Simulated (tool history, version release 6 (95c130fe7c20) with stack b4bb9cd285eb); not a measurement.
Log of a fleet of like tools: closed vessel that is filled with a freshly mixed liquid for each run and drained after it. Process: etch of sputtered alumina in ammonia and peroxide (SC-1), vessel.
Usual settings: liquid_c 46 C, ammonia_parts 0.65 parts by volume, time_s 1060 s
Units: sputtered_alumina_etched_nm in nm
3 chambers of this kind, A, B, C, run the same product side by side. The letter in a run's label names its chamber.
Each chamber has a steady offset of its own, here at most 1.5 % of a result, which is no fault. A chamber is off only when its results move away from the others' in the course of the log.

run   hour  liquid_c  ammonia_parts  time_s  hours since the thermometer was replaced  hours since the ammonia flow meter was replaced  hours since the drum of ammonia solution was connected  read-back film thickness of the sputtered alumina reference wafer, read on the same gauge (nm)  sputtered_alumina_etched_nm
 1A   11.3        46           0.65    1060                                    1436.8                                             80.1                                                   622.9                                                                                          130.01                        46.69
        15  -- chamber A: thermometer replaced
 2C   17.6        46           0.65    1060                                     268.9                                              118                                                   544.7                                                                                             130                       46.542
 3B   27.3        46           0.65    1060                                     591.4                                            556.8                                                   666.7                                                                                          129.97                       46.969
 4A   38.7        46           0.65    1060                                      23.8                                            107.5                                                   650.3                                                                                          129.98                       46.493
        50  -- chamber B: new drum of ammonia solution connected
 5C   52.3        51           0.65    1340                                     303.6                                            152.7                                                   579.4                                                                                          130.01                       77.163
 6B   61.3        51           0.65    1340                                     625.4                                            590.8                                                    11.3                                                                                          130.02                        77.82
 7B     74        51           0.65    1340                                     638.1                                            603.5                                                      24                                                                                          129.99                       77.958
 8A   82.3        46           0.65    1060                                      67.4                                            151.1                                                   693.9                                                                                          129.99                        46.55
      92.5  -- chamber C: new drum of ammonia solution connected
 9C     96        46           0.65    1560                                     347.3                                            196.4                                                     3.6                                                                                             130                       69.719
10B  105.1        46           0.65    1560                                     669.2                                            634.6                                                    55.1                                                                                          130.04                        70.09
11C  119.1        46           0.65    1560                                     370.4                                            219.5                                                    26.7                                                                                          129.98                       69.239
12A  132.7        46           0.65    1060                                     117.8                                            201.5                                                   744.3                                                                                             130                       47.204
13A  139.1        46           0.65    1060                                     124.2                                            207.9                                                   750.7                                                                                          129.97                       46.545
14C  149.5        46           0.65    1060                                     400.8                                            249.9                                                    57.1                                                                                             130                       46.634
15B  158.3        46           0.65    1060                                     722.4                                            687.8                                                   108.3                                                                                          129.99                       48.262
16A  170.9        46           0.65    1060                                       156                                            239.7                                                   782.5                                                                                          130.01                       47.299
17B  180.6        46           0.65    1060                                     744.7                                            710.1                                                   130.6                                                                                          129.98                       49.138
18C  193.4        46           0.65    1060                                     444.7                                            293.8                                                     101                                                                                          130.02                       46.569
19A  206.6        46           0.65    1060                                     191.7                                            275.4                                                   818.2                                                                                          129.97                       47.055
     216.8  -- chamber A: new drum of ammonia solution connected
20C  221.2        46           0.65    1060                                     472.5                                            321.6                                                   128.8                                                                                          129.98                       46.792
21B  231.7        46           0.65    1060                                     795.8                                            761.2                                                   181.7                                                                                          130.03                       50.767
22A  238.8        46           0.65    1060                                     223.9                                            307.6                                                      22                                                                                          129.97                       47.387
23B  245.9        46           0.65    1060                                       810                                            775.4                                                   195.9                                                                                             130                       50.949
24C  253.7        46           0.65    1060                                       505                                            354.1                                                   161.3                                                                                             130                       45.697
25B  261.6      53.5           0.65    1060                                     825.7                                            791.1                                                   211.6                                                                                          130.01                       76.657
26A  268.3      53.5           0.65    1060                                     253.4                                            337.1                                                    51.5                                                                                          130.01                       70.566
27C  279.8      53.5           0.65    1060                                     531.1                                            380.2                                                   187.4                                                                                             130                       69.958
28C  286.8        46           0.65    1060                                     538.1                                            387.2                                                   194.4                                                                                          130.06                       46.336

What goes on in this fleet: one chamber off, a drifting gauge, or nothing beyond the chambers' own small offsets? Name the chamber and the cause, if any.

Chamber B drifts away from the others.
Cause: liquid hotter than its thermometer reads (K) = 1.91.

Here are 4 candidates for chamber B's next run, each the usual settings with a change, their results left as question marks. Which one brings its results back in line with what the others give on the usual settings?
In line means no further than this from the other chambers' mean on the usual settings: sputtered_alumina_etched_nm 1.2 nm
29B-1  297.4        44           0.65    1060                                                                                                                                                                                                                                                                               ?
29B-2  297.4        46           0.65    1180                                                                                                                                                                                                                                                                               ?
29B-3  297.4        48           0.65    1190                                                                                                                                                                                                                                                                               ?
29B-4  297.4        42           0.65    1060                                                                                                                                                                                                                                                                               ?

The other chambers' mean on the usual settings: sputtered_alumina_etched_nm 46.537 nm
  run  sputtered_alumina_etched_nm
29B-1                       46.319
29B-2                       57.697
29B-3                       64.971
29B-4                       41.352
29B-1 brings the chamber back in line.
